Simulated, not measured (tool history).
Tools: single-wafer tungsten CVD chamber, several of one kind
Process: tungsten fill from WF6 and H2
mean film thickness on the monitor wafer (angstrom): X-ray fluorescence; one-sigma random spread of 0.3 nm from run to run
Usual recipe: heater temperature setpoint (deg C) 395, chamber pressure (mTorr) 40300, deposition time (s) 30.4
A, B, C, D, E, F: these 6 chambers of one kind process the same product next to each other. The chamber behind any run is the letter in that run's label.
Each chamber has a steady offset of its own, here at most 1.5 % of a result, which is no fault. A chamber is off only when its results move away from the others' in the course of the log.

run	hour	heater temperature setpoint (deg C)	chamber pressure (mTorr)	deposition time (s)	read-back reference wafer on the same gauge, thickness_nm	mean film thickness on the monitor wafer (angstrom)
1F	2.6	395	40300	30.4	103.26	929.26
2B	5.4	395	40300	30.4	103.19	927.34
3A	8.8	395	40300	30.4	103.21	923.33
4E	11.6	395	40300	30.4	103.16	924.81
5C	14.5	395	40300	30.4	103.16	917.36
6D	16.6	395	40300	27.8	103.2	841.44
7D	20.6	395	40300	27.8	103.23	842.42
# hour 22.1: chamber F: capacitance manometer re-zeroed and calibrated
8C	24.1	395	40300	27.8	103.2	834.71
9E	27.5	395	40300	27.8	103.23	841.09
10A	30.3	395	40300	27.8	103.2	844.92
11B	32.6	395	40300	27.8	103.2	842.63
12F	36.5	395	40300	30.4	103.19	927.2
13D	38.8	395	40300	30.4	103.16	917.65
14F	40.8	395	40300	30.4	103.13	930.14
15E	43.9	395	40300	30.4	103.2	926.32
16B	47.2	395	40300	30.4	103.23	920.48
17A	50.6	395	40300	30.4	103.26	920.46
18C	54.6	395	40300	30.4	103.22	917.65
19C	58.1	395	40300	30.4	103.19	913.67
20B	60.9	395	40300	30.4	103.11	920.83
21E	63.3	395	40300	30.4	103.21	927.85
22F	65.5	395	40300	30.4	103.2	924.61
23A	69.4	387	40300	26.6	103.22	694.98
24D	72	387	40300	26.6	103.16	685.92
25E	74	387	40300	26.6	103.2	695.37
26C	76.2	387	40300	26.6	103.22	685.71
27A	78.8	387	40300	26.6	103.15	702.34
28B	81.6	387	40300	26.6	103.16	692.46
29D	83.6	395	40300	30.4	103.13	924.61
30F	87.3	395	40300	30.4	103.18	925.67
31B	90.5	395	40300	30.4	103.23	923.56
32E	94.2	395	40300	30.4	103.17	922.12
33C	97.8	395	40300	30.4	103.13	915.78
34A	101.8	395	40300	30.4	103.19	932.43
35D	105.9	395	40300	30.4	103.25	925.94
36F	108	395	40300	30.4	103.17	923.93
37C	111.6	395	40300	30.4	103.23	911.12
38D	114.8	395	40300	30.4	103.13	920.35
39A	117.2	395	40300	30.4	103.14	943.44
40B	120.6	395	40300	30.4	103.13	922.76
41E	123.2	395	40300	30.4	103.21	924.92
42F	125.7	395	40300	30.4	103.29	924.4

All chambers now run identical settings, listed one chamber a line with results as question marks. What results will each chamber show?
43A	128.8	395	40300	30.4		?
43B	128.8	395	40300	30.4		?
43C	128.8	395	40300	30.4		?
43D	128.8	395	40300	30.4		?
43E	128.8	395	40300	30.4		?
43F	128.8	395	40300	30.4		?

run	mean film thickness on the monitor wafer (angstrom)
43A	944.21
43B	920.91
43C	916.42
43D	921.04
43E	927.71
43F	924.01

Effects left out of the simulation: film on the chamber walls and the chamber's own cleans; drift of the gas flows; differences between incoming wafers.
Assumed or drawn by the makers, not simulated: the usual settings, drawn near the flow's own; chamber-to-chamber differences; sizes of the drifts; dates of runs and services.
